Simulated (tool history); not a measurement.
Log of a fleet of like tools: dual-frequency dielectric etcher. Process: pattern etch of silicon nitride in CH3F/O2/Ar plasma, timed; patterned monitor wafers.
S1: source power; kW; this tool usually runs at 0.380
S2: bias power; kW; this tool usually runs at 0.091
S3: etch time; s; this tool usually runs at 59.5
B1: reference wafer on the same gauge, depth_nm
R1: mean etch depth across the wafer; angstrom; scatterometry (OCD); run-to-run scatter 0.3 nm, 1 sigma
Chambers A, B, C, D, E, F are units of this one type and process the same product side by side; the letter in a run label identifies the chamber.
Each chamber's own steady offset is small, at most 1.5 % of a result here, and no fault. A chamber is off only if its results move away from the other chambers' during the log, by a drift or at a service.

Run 1F, hour 2.4: usual settings; B1 51.084. Result: R1 435.34 angstrom.
Run 2B, hour 6.5: usual settings; B1 51.151. Result: R1 439.28 angstrom.
Run 3C, hour 8.8: usual settings; B1 51.124. Result: R1 444.05 angstrom.
Run 4E, hour 12.0: usual settings; B1 51.080. Result: R1 443.13 angstrom.
Run 5D, hour 16.9: usual settings; B1 51.160. Result: R1 439.33 angstrom.
Run 6A, hour 21.2: usual settings; B1 51.181. Result: R1 437.84 angstrom.
Run 7A, hour 24.3: usual settings; B1 51.132. Result: R1 434.91 angstrom.
Run 8D, hour 28.4: usual settings; B1 50.982. Result: R1 436.48 angstrom.
Run 9F, hour 31.5: usual settings; B1 51.180. Result: R1 441.29 angstrom.
Run 10B, hour 34.4: usual settings; B1 51.078. Result: R1 441.04 angstrom.
Run 11C, hour 38.6: usual settings but S1 0.340 kW; B1 51.121. Result: R1 426.82 angstrom.
Run 12E, hour 41.9: usual settings but S1 0.340 kW; B1 51.056. Result: R1 428.45 angstrom.
Run 13E, hour 46.0: usual settings but S1 0.340 kW; B1 51.079. Result: R1 434.77 angstrom.
Run 14A, hour 48.8: usual settings but S1 0.340 kW; B1 51.152. Result: R1 423.59 angstrom.
Run 15D, hour 53.0: usual settings but S1 0.340 kW; B1 51.164. Result: R1 422.33 angstrom.
Run 16C, hour 55.5: usual settings but S1 0.340 kW; B1 51.076. Result: R1 425.38 angstrom.
Run 17F, hour 59.2: usual settings; B1 50.992. Result: R1 445.55 angstrom.
Run 18B, hour 61.7: usual settings; B1 51.096. Result: R1 435.03 angstrom.
Run 19A, hour 66.3: usual settings; B1 51.061. Result: R1 442.08 angstrom.
Run 20D, hour 70.0: usual settings; B1 50.999. Result: R1 435.45 angstrom.
Run 21B, hour 72.9: usual settings; B1 51.110. Result: R1 436.97 angstrom.
Run 22F, hour 75.6: usual settings; B1 51.167. Result: R1 444.17 angstrom.
At hour 75.9: chamber F: wet clean of the chamber.
Run 23C, hour 78.6: usual settings; B1 51.180. Result: R1 446.75 angstrom.
Run 24E, hour 83.5: usual settings; B1 51.116. Result: R1 450.87 angstrom.
Run 25B, hour 86.9: usual settings; B1 51.129. Result: R1 427.91 angstrom.
Run 26F, hour 90.2: usual settings but S1 0.300 kW; B1 51.038. Result: R1 400.08 angstrom.
Run 27C, hour 94.3: usual settings but S1 0.300 kW; B1 51.074. Result: R1 407.95 angstrom.
Run 28D, hour 97.8: usual settings but S1 0.300 kW; B1 51.041. Result: R1 401.66 angstrom.
Run 29E, hour 100.6: usual settings but S1 0.300 kW; B1 51.025. Result: R1 409.63 angstrom.
Run 30A, hour 103.7: usual settings but S1 0.300 kW; B1 51.066. Result: R1 407.26 angstrom.
Run 31B, hour 106.9: usual settings but S1 0.300 kW; B1 51.086. Result: R1 391.11 angstrom.
Run 32C, hour 111.0: usual settings; B1 51.067. Result: R1 440.97 angstrom.
Run 33E, hour 113.8: usual settings; B1 51.024. Result: R1 446.86 angstrom.
Run 34D, hour 117.2: usual settings; B1 50.967. Result: R1 436.38 angstrom.
Run 35F, hour 119.9: usual settings; B1 51.160. Result: R1 439.04 angstrom.
Run 36A, hour 123.2: usual settings; B1 51.096. Result: R1 438.04 angstrom.
Run 37E, hour 126.8: usual settings; B1 51.059. Result: R1 453.25 angstrom.
Run 38D, hour 129.0: usual settings but S2 0.070 kW; B1 51.105. Result: R1 400.03 angstrom.
Run 39B, hour 131.2: usual settings but S2 0.070 kW; B1 51.150. Result: R1 387.11 angstrom.
Run 40F, hour 135.7: usual settings but S2 0.070 kW; B1 51.109. Result: R1 404.65 angstrom.
Run 41C, hour 139.6: usual settings but S2 0.070 kW; B1 51.142. Result: R1 403.86 angstrom.
Run 42A, hour 143.3: usual settings but S2 0.070 kW; B1 51.009. Result: R1 396.78 angstrom.

For the next run the whole fleet of 6 chambers uses the same settings. Give each chamber's results:
Run 43A, hour 146.8: usual settings. Result: R1 ?.
Run 43B, hour 146.8: usual settings. Result: R1 ?.
Run 43C, hour 146.8: usual settings. Result: R1 ?.
Run 43D, hour 146.8: usual settings. Result: R1 ?.
Run 43E, hour 146.8: usual settings. Result: R1 ?.
Run 43F, hour 146.8: usual settings. Result: R1 ?.

run      R1
43A  434.42
43B  423.01
43C  440.34
43D  434.36
43E  451.57
43F  448.05

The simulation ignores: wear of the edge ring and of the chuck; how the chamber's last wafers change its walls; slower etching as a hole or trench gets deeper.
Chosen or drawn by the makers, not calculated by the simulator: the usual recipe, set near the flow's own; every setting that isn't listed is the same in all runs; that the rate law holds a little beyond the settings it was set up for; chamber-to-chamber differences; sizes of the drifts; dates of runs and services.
